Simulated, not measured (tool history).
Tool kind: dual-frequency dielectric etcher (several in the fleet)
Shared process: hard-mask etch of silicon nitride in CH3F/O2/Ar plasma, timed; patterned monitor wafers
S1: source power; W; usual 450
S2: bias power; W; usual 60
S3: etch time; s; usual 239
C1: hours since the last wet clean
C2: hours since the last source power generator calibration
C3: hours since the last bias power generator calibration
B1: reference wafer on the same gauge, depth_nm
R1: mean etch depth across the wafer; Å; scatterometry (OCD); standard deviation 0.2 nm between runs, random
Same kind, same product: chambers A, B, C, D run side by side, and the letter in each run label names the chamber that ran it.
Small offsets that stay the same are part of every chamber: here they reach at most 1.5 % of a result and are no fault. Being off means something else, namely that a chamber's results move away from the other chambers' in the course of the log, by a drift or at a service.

run 1B hour=8.2 | S1=450 S2=60 S3=239 | C1=301.1 C2=2944.7 C3=1242.4 | B1=193.99 | R1=1634.5
run 2A hour=16.6 | S1=450 S2=60 S3=239 | C1=366.7 C2=2426.6 C3=1254 | B1=194.05 | R1=1661.5
run 3D hour=24.8 | S1=450 S2=60 S3=239 | C1=419.2 C2=2493.3 C3=581 | B1=194.06 | R1=1659.8
run 4C hour=31.8 | S1=450 S2=60 S3=239 | C1=446.4 C2=3280.4 C3=1054.4 | B1=194.07 | R1=1632.4
-- hour=34.1 chamber D: wet clean of the chamber
-- hour=37.2 chamber C: wet clean of the chamber
-- hour=38.3 chamber A: wet clean of the chamber
run 5A hour=42.7 | S1=450 S2=60 S3=239 | C1=4.4 C2=2452.7 C3=1280.1 | B1=194.04 | R1=1660.3
run 6D hour=55.8 | S1=450 S2=60 S3=239 | C1=21.8 C2=2524.3 C3=612 | B1=194.03 | R1=1664.2
run 7B hour=65.4 | S1=450 S2=60 S3=239 | C1=358.3 C2=3001.9 C3=1299.6 | B1=194.08 | R1=1636.1
run 8C hour=74.1 | S1=450 S2=60 S3=239 | C1=36.9 C2=3322.7 C3=1096.7 | B1=194.18 | R1=1627
run 9A hour=87 | S1=450 S2=60 S3=239 | C1=48.7 C2=2497 C3=1324.4 | B1=194.23 | R1=1661.7
run 10C hour=99.1 | S1=450 S2=60 S3=239 | C1=61.9 C2=3347.7 C3=1121.7 | B1=194.22 | R1=1634.2
run 11D hour=108 | S1=500 S2=49 S3=239 | C1=74 C2=2576.5 C3=664.2 | B1=194.27 | R1=1624.5
run 12B hour=119.8 | S1=500 S2=49 S3=239 | C1=412.7 C2=3056.3 C3=1354 | B1=194.32 | R1=1601.1
run 13C hour=127.7 | S1=500 S2=49 S3=239 | C1=90.5 C2=3376.3 C3=1150.3 | B1=194.31 | R1=1593.5
run 14B hour=138.4 | S1=500 S2=49 S3=239 | C1=431.3 C2=3074.9 C3=1372.6 | B1=194.3 | R1=1602.6
run 15D hour=150.1 | S1=450 S2=60 S3=239 | C1=116.1 C2=2618.6 C3=706.3 | B1=194.37 | R1=1664.4
run 16A hour=162 | S1=450 S2=60 S3=239 | C1=123.7 C2=2572 C3=1399.4 | B1=194.36 | R1=1664.4
run 17A hour=173.3 | S1=450 S2=60 S3=239 | C1=135 C2=2583.3 C3=1410.7 | B1=194.42 | R1=1666.4
run 18B hour=183.4 | S1=450 S2=60 S3=239 | C1=476.3 C2=3119.9 C3=1417.6 | B1=194.43 | R1=1641.2
run 19D hour=191.3 | S1=360 S2=55 S3=239 | C1=157.3 C2=2659.8 C3=747.5 | B1=194.48 | R1=1483.6
-- hour=194.4 chamber B: wet clean of the chamber
run 20C hour=198.6 | S1=360 S2=55 S3=239 | C1=161.4 C2=3447.2 C3=1221.2 | B1=194.44 | R1=1456.5
run 21C hour=205.6 | S1=360 S2=55 S3=239 | C1=168.4 C2=3454.2 C3=1228.2 | B1=194.46 | R1=1459
run 22B hour=216.6 | S1=360 S2=55 S3=239 | C1=22.3 C2=3153.1 C3=1450.8 | B1=194.53 | R1=1458.1
run 23D hour=229.3 | S1=450 S2=60 S3=239 | C1=195.3 C2=2697.8 C3=785.5 | B1=194.54 | R1=1667.4
run 24A hour=239.5 | S1=450 S2=60 S3=239 | C1=201.2 C2=2649.5 C3=1476.9 | B1=194.61 | R1=1666.7
run 25B hour=246.1 | S1=450 S2=60 S3=239 | C1=51.8 C2=3182.6 C3=1480.3 | B1=194.57 | R1=1641
run 26A hour=256.7 | S1=450 S2=60 S3=239 | C1=218.4 C2=2666.7 C3=1494.1 | B1=194.62 | R1=1668.2
run 27D hour=269.1 | S1=450 S2=60 S3=239 | C1=235.1 C2=2737.6 C3=825.3 | B1=194.63 | R1=1667.1
run 28C hour=279.5 | S1=450 S2=55 S3=202.5 | C1=242.3 C2=3528.1 C3=1302.1 | B1=194.65 | R1=1348.7
run 29A hour=289.2 | S1=450 S2=55 S3=202.5 | C1=250.9 C2=2699.2 C3=1526.6 | B1=194.68 | R1=1372.7
run 30B hour=300.8 | S1=450 S2=55 S3=202.5 | C1=106.5 C2=3237.3 C3=1535 | B1=194.68 | R1=1352.9
run 31D hour=311.7 | S1=450 S2=55 S3=202.5 | C1=277.7 C2=2780.2 C3=867.9 | B1=194.71 | R1=1374.4
run 32C hour=321.5 | S1=450 S2=60 S3=239 | C1=284.3 C2=3570.1 C3=1344.1 | B1=194.74 | R1=1636.9
run 33B hour=331.9 | S1=450 S2=60 S3=239 | C1=137.6 C2=3268.4 C3=1566.1 | B1=194.83 | R1=1642.2
run 34C hour=343.2 | S1=450 S2=60 S3=239 | C1=306 C2=3591.8 C3=1365.8 | B1=194.82 | R1=1638.6
run 35A hour=352.2 | S1=450 S2=60 S3=239 | C1=313.9 C2=2762.2 C3=1589.6 | B1=194.8 | R1=1669
run 36D hour=362.1 | S1=450 S2=60 S3=239 | C1=328.1 C2=2830.6 C3=918.3 | B1=194.83 | R1=1665.2
run 37C hour=374.5 | S1=450 S2=60 S3=239 | C1=337.3 C2=3623.1 C3=1397.1 | B1=194.83 | R1=1638.2
run 38A hour=385.8 | S1=370 S2=60 S3=283 | C1=347.5 C2=2795.8 C3=1623.2 | B1=194.93 | R1=1828.9
-- hour=392.3 chamber B: source power generator calibrated
run 39B hour=392.4 | S1=370 S2=60 S3=283 | C1=198.1 C2=0.1 C3=1626.6 | B1=194.99 | R1=1800.6
run 40D hour=399.5 | S1=370 S2=60 S3=283 | C1=365.5 C2=2868 C3=955.7 | B1=195.03 | R1=1830.2
run 41C hour=405.8 | S1=370 S2=60 S3=283 | C1=368.6 C2=3654.4 C3=1428.4 | B1=194.91 | R1=1798.5

Each of the 4 chambers runs these same settings next. Fill in every chamber's results:
run 42A hour=415.4 | S1=450 S2=60 S3=239 | R1=?
run 42B hour=415.4 | S1=450 S2=60 S3=239 | R1=?
run 42C hour=415.4 | S1=450 S2=60 S3=239 | R1=?
run 42D hour=415.4 | S1=450 S2=60 S3=239 | R1=?

run=42A R1=1671.1
run=42B R1=1647.1
run=42C R1=1636
run=42D R1=1667.5

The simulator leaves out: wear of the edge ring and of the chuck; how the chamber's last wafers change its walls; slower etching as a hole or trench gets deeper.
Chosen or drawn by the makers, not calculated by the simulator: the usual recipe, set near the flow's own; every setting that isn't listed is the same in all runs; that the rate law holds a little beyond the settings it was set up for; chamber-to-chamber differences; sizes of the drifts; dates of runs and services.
